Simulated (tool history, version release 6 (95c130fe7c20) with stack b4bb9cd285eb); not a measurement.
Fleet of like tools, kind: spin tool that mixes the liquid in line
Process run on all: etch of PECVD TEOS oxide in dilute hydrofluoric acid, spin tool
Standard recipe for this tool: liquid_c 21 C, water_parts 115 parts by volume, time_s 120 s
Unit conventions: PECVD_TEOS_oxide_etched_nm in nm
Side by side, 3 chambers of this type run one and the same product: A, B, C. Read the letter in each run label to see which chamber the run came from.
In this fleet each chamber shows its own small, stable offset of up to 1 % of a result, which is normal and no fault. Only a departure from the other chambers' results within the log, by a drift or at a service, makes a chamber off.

run	hour	liquid_c	water_parts	time_s	hours since the thermometer was replaced	hours since the hydrofluoric acid flow meter was replaced	read-back film thickness of the PECVD TEOS oxide reference wafer, read on the same gauge (nm)	PECVD_TEOS_oxide_etched_nm
1A	5.3	21	115	120	2021.1	438.1	150	11.408
2C	13.6	21	115	120	217.2	456.7	150.03	11.325
3B	20.4	21	115	120	979.3	487.9	149.98	11.427
4C	28.3	21	115	120	231.9	471.4	149.98	11.504
5B	34.3	21	115	120	993.2	501.8	150	11.426
6A	41.3	21	115	120	2057.1	474.1	150.04	11.426
7A	48.5	21	115	120	2064.3	481.3	149.99	11.395
8C	54	21	115	120	257.6	497.1	150	11.463
# hour 58.7: chamber C: hydrofluoric acid flow meter replaced
9B	61.9	21	115	120	1020.8	529.4	149.99	11.464
10B	70	21	115	120	1028.9	537.5	150.01	11.496
11A	77.4	21	115	120	2093.2	510.2	150.01	11.494
12C	85.4	21	115	120	289	26.8	150.02	11.433
13B	93.9	21	115	120	1052.8	561.4	149.99	11.444
14A	98.5	21	115	120	2114.3	531.3	149.99	11.488
15C	105.2	21	115	120	308.8	46.6	150.02	11.393
16B	113.4	21	115	120	1072.3	580.9	150	11.498
17A	121.6	21	115	165	2137.4	554.4	149.99	15.831
18C	127.8	21	115	165	331.4	69.2	150.01	15.666
19B	132.9	21	115	165	1091.8	600.4	150	15.771
20C	137	21	115	120	340.6	78.4	150	11.493
21A	142	21	115	120	2157.8	574.8	150	11.506

All 3 chambers run these settings next. Forecast each chamber's results:
22A	148.3	21	115	120				?
22B	148.3	21	115	120				?
22C	148.3	21	115	120				?

run	PECVD_TEOS_oxide_etched_nm
22A	11.425
22B	11.471
22C	11.481

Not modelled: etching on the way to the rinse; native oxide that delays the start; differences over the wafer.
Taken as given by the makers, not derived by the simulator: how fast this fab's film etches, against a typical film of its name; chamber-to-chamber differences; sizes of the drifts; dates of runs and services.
